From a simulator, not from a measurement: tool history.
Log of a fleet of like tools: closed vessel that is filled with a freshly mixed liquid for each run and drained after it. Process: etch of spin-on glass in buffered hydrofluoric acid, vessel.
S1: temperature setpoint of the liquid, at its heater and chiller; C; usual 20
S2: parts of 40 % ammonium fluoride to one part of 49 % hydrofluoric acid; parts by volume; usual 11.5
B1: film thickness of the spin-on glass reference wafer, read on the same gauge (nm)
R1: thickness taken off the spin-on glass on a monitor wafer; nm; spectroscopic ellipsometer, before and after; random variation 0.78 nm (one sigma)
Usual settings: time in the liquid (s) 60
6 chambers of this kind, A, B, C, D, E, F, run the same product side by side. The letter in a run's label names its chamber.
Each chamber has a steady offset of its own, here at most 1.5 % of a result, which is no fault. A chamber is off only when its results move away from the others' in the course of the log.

Run 1F, hour 4.4: usual settings; B1 99.976. Result: R1 121.74 nm.
Run 2A, hour 9.4: usual settings; B1 99.975. Result: R1 124.46 nm.
Run 3B, hour 15.9: usual settings; B1 99.991. Result: R1 122.83 nm.
Run 4E, hour 22.1: usual settings; B1 99.973. Result: R1 121.78 nm.
Run 5C, hour 25.7: usual settings; B1 99.99. Result: R1 122.56 nm.
Run 6D, hour 30.1: usual settings; B1 99.976. Result: R1 123.81 nm.
Run 7C, hour 36.1: usual settings; B1 100.01. Result: R1 123 nm.
Run 8E, hour 40.9: usual settings; B1 100.03. Result: R1 123.14 nm.
Run 9D, hour 48.3: usual settings; B1 100.04. Result: R1 123.57 nm.
Run 10F, hour 54.3: usual settings; B1 99.993. Result: R1 123.47 nm.
Run 11B, hour 58.1: usual settings; B1 99.993. Result: R1 122.54 nm.
Run 12A, hour 62.2: usual settings; B1 100. Result: R1 123.86 nm.
Run 13F, hour 67.5: usual settings; B1 100.01. Result: R1 122.49 nm.
Run 14C, hour 74.3: usual settings; B1 100.01. Result: R1 123.04 nm.
Run 15A, hour 81.4: usual settings; B1 100. Result: R1 124.21 nm.
Run 16B, hour 85.9: usual settings but S1 17 C, time in the liquid (s) 80; B1 99.961. Result: R1 137.79 nm.
Run 17D, hour 89.5: usual settings but S1 17 C, time in the liquid (s) 80; B1 99.991. Result: R1 140.25 nm.
Run 18E, hour 96.4: usual settings but S1 17 C, time in the liquid (s) 80; B1 100.01. Result: R1 135.23 nm.
Run 19F, hour 101.3: usual settings but S1 17 C, time in the liquid (s) 80; B1 100.01. Result: R1 136.61 nm.
Run 20D, hour 107.5: usual settings but S1 17 C, time in the liquid (s) 80; B1 99.995. Result: R1 138.32 nm.
Run 21C, hour 111: usual settings but S1 17 C, time in the liquid (s) 80; B1 99.985. Result: R1 139.25 nm.
Run 22B, hour 118: usual settings but S1 17 C; B1 99.988. Result: R1 104.91 nm.
Run 23A, hour 122.8: usual settings but S1 17 C; B1 99.957. Result: R1 102.61 nm.
At hour 123.1: chamber A: thermometer replaced.
Run 24E, hour 126.8: usual settings but S1 17 C; B1 100. Result: R1 99.529 nm.
Run 25E, hour 131.9: usual settings but S1 17 C; B1 100.01. Result: R1 98.655 nm.
Run 26F, hour 139.1: usual settings but S1 17 C; B1 99.996. Result: R1 103.83 nm.
Run 27B, hour 145.1: usual settings but S1 17 C; B1 100.01. Result: R1 103.89 nm.
Run 28C, hour 150.2: usual settings; B1 100.02. Result: R1 122.23 nm.
Run 29D, hour 155.5: usual settings; B1 100.03. Result: R1 125.03 nm.
Run 30A, hour 160.2: usual settings; B1 100.04. Result: R1 123.18 nm.
Run 31C, hour 166.1: usual settings; B1 100.02. Result: R1 123.18 nm.
Run 32F, hour 170.7: usual settings; B1 100. Result: R1 123.38 nm.
At hour 172.6: chamber E: thermometer replaced.
Run 33A, hour 177.3: usual settings; B1 100.01. Result: R1 122.38 nm.
Run 34E, hour 183.6: usual settings; B1 100.01. Result: R1 112.86 nm.
Run 35D, hour 190.2: usual settings; B1 100.02. Result: R1 124.11 nm.
Run 36B, hour 194.2: usual settings; B1 100.01. Result: R1 122.81 nm.

Next, every chamber runs the same settings. What will each give?
Run 37A, hour 199.6: usual settings. Result: R1 ?.
Run 37B, hour 199.6: usual settings. Result: R1 ?.
Run 37C, hour 199.6: usual settings. Result: R1 ?.
Run 37D, hour 199.6: usual settings. Result: R1 ?.
Run 37E, hour 199.6: usual settings. Result: R1 ?.
Run 37F, hour 199.6: usual settings. Result: R1 ?.

run      R1
37A  122.91
37B  123.28
37C  123.05
37D  124.44
37E   111.9
37F  122.15

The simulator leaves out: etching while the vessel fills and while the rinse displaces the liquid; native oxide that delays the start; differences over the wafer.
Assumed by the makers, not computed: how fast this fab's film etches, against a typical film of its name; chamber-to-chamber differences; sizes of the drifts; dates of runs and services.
